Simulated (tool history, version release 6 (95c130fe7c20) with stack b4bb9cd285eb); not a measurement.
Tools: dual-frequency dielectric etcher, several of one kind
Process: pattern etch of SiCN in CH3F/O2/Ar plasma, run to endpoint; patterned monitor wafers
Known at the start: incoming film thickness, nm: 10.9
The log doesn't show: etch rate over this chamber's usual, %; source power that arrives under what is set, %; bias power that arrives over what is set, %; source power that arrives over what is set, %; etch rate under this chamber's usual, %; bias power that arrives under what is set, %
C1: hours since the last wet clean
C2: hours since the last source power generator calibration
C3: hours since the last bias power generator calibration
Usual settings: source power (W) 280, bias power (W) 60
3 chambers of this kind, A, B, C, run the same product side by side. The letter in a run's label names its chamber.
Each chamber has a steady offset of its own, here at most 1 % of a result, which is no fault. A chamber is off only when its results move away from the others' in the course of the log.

{"run": "1C", "hour": 6.8, "source power (W)": 280, "bias power (W)": 60, "C1": 227.0, "C2": 1274.0, "C3": 1624.1, "endpoint time (s)": 35.661}
{"run": "2A", "hour": 15.0, "source power (W)": 280, "bias power (W)": 60, "C1": 215.1, "C2": 3164.2, "C3": 1242.5, "endpoint time (s)": 35.478}
{"hour": 18.9, "done": "chamber B: source power generator calibrated"}
{"run": "3B", "hour": 18.9, "source power (W)": 280, "bias power (W)": 60, "C1": 428.7, "C2": 0.0, "C3": 1921.3, "endpoint time (s)": 35.217}
{"run": "4B", "hour": 22.8, "source power (W)": 280, "bias power (W)": 60, "C1": 432.6, "C2": 3.9, "C3": 1925.2, "endpoint time (s)": 35.137}
{"run": "5C", "hour": 26.9, "source power (W)": 280, "bias power (W)": 60, "C1": 247.1, "C2": 1294.1, "C3": 1644.2, "endpoint time (s)": 35.766}
{"run": "6A", "hour": 33.8, "source power (W)": 280, "bias power (W)": 60, "C1": 233.9, "C2": 3183.0, "C3": 1261.3, "endpoint time (s)": 35.3}
{"run": "7A", "hour": 38.2, "source power (W)": 280, "bias power (W)": 60, "C1": 238.3, "C2": 3187.4, "C3": 1265.7, "endpoint time (s)": 35.262}
{"run": "8B", "hour": 45.4, "source power (W)": 280, "bias power (W)": 60, "C1": 455.2, "C2": 26.5, "C3": 1947.8, "endpoint time (s)": 35.125}
{"run": "9C", "hour": 52.4, "source power (W)": 280, "bias power (W)": 60, "C1": 272.6, "C2": 1319.6, "C3": 1669.7, "endpoint time (s)": 35.822}
{"run": "10C", "hour": 57.4, "source power (W)": 280, "bias power (W)": 60, "C1": 277.6, "C2": 1324.6, "C3": 1674.7, "endpoint time (s)": 35.932}
{"run": "11B", "hour": 61.2, "source power (W)": 280, "bias power (W)": 60, "C1": 471.0, "C2": 42.3, "C3": 1963.6, "endpoint time (s)": 35.349}
{"run": "12A", "hour": 66.7, "source power (W)": 280, "bias power (W)": 60, "C1": 266.8, "C2": 3215.9, "C3": 1294.2, "endpoint time (s)": 35.212}
{"run": "13A", "hour": 75.1, "source power (W)": 280, "bias power (W)": 60, "C1": 275.2, "C2": 3224.3, "C3": 1302.6, "endpoint time (s)": 35.506}
{"run": "14C", "hour": 81.6, "source power (W)": 280, "bias power (W)": 60, "C1": 301.8, "C2": 1348.8, "C3": 1698.9, "endpoint time (s)": 35.545}
{"hour": 83.9, "done": "chamber B: wet clean of the chamber"}
{"run": "15B", "hour": 88.5, "source power (W)": 280, "bias power (W)": 60, "C1": 4.7, "C2": 69.6, "C3": 1990.9, "endpoint time (s)": 34.973}
{"run": "16B", "hour": 95.8, "source power (W)": 280, "bias power (W)": 60, "C1": 12.0, "C2": 76.9, "C3": 1998.2, "endpoint time (s)": 35.237}
{"hour": 102.2, "done": "chamber A: wet clean of the chamber"}
{"run": "17C", "hour": 103.6, "source power (W)": 280, "bias power (W)": 60, "C1": 323.8, "C2": 1370.8, "C3": 1720.9, "endpoint time (s)": 35.984}
{"run": "18A", "hour": 108.2, "source power (W)": 280, "bias power (W)": 60, "C1": 6.0, "C2": 3257.4, "C3": 1335.7, "endpoint time (s)": 35.378}
{"run": "19B", "hour": 113.7, "source power (W)": 280, "bias power (W)": 60, "C1": 29.9, "C2": 94.8, "C3": 2016.1, "endpoint time (s)": 35.419}
{"run": "20C", "hour": 122.1, "source power (W)": 280, "bias power (W)": 60, "C1": 342.3, "C2": 1389.3, "C3": 1739.4, "endpoint time (s)": 36.113}
{"run": "21A", "hour": 130.1, "source power (W)": 280, "bias power (W)": 60, "C1": 27.9, "C2": 3279.3, "C3": 1357.6, "endpoint time (s)": 35.286}
{"run": "22B", "hour": 134.7, "source power (W)": 280, "bias power (W)": 60, "C1": 50.9, "C2": 115.8, "C3": 2037.1, "endpoint time (s)": 35.308}
{"run": "23C", "hour": 138.9, "source power (W)": 280, "bias power (W)": 60, "C1": 359.1, "C2": 1406.1, "C3": 1756.2, "endpoint time (s)": 36.38}
{"run": "24A", "hour": 145.8, "source power (W)": 280, "bias power (W)": 60, "C1": 43.6, "C2": 3295.0, "C3": 1373.3, "endpoint time (s)": 35.438}
{"run": "25A", "hour": 152.1, "source power (W)": 300, "bias power (W)": 70, "C1": 49.9, "C2": 3301.3, "C3": 1379.6, "endpoint time (s)": 32.429}
{"run": "26C", "hour": 160.5, "source power (W)": 300, "bias power (W)": 70, "C1": 380.7, "C2": 1427.7, "C3": 1777.8, "endpoint time (s)": 33.697}
{"run": "27B", "hour": 168.3, "source power (W)": 300, "bias power (W)": 70, "C1": 84.5, "C2": 149.4, "C3": 2070.7, "endpoint time (s)": 32.635}
{"run": "28B", "hour": 173.2, "source power (W)": 280, "bias power (W)": 60, "C1": 89.4, "C2": 154.3, "C3": 2075.6, "endpoint time (s)": 35.161}
{"run": "29C", "hour": 180.7, "source power (W)": 280, "bias power (W)": 60, "C1": 400.9, "C2": 1447.9, "C3": 1798.0, "endpoint time (s)": 36.946}
{"run": "30A", "hour": 188.5, "source power (W)": 250, "bias power (W)": 65, "C1": 86.3, "C2": 3337.7, "C3": 1416.0, "endpoint time (s)": 35.812}
{"run": "31A", "hour": 195.1, "source power (W)": 250, "bias power (W)": 65, "C1": 92.9, "C2": 3344.3, "C3": 1422.6, "endpoint time (s)": 35.939}
{"run": "32C", "hour": 203.5, "source power (W)": 250, "bias power (W)": 65, "C1": 423.7, "C2": 1470.7, "C3": 1820.8, "endpoint time (s)": 37.516}
{"run": "33B", "hour": 209.5, "source power (W)": 280, "bias power (W)": 60, "C1": 125.7, "C2": 190.6, "C3": 2111.9, "endpoint time (s)": 34.888}
{"run": "34A", "hour": 216.5, "source power (W)": 280, "bias power (W)": 60, "C1": 114.3, "C2": 3365.7, "C3": 1444.0, "endpoint time (s)": 35.579}
{"run": "35B", "hour": 224.9, "source power (W)": 280, "bias power (W)": 60, "C1": 141.1, "C2": 206.0, "C3": 2127.3, "endpoint time (s)": 35.01}

What goes on in this fleet: one chamber off, a drifting gauge, or nothing beyond the chambers' own small offsets? Name the chamber and the cause, if any.

Chamber C drifts away from the others.
Cause: etch rate under this chamber's usual, % = 3.83.

Here are 4 candidates for chamber C's next run, each the usual settings with a change, their results left as question marks. Which one brings its results back in line with what the others give on the usual settings?
In line means no further than this from the other chambers' mean on the usual settings: endpoint time (s) 0.610
{"run": "36C-1", "hour": 231.0, "source power (W)": 240, "bias power (W)": 52, "endpoint time (s)": "?"}
{"run": "36C-2", "hour": 231.0, "source power (W)": 260, "bias power (W)": 56, "endpoint time (s)": "?"}
{"run": "36C-3", "hour": 231.0, "source power (W)": 300, "bias power (W)": 64, "endpoint time (s)": "?"}
{"run": "36C-4", "hour": 231.0, "source power (W)": 330, "bias power (W)": 69, "endpoint time (s)": "?"}

The other chambers' mean on the usual settings: endpoint time (s) 35.285
run=36C-1 endpoint_time_(s)=41.501
run=36C-2 endpoint_time_(s)=39.237
run=36C-3 endpoint_time_(s)=35.468
run=36C-4 endpoint_time_(s)=33.314
36C-3 brings the chamber back in line.
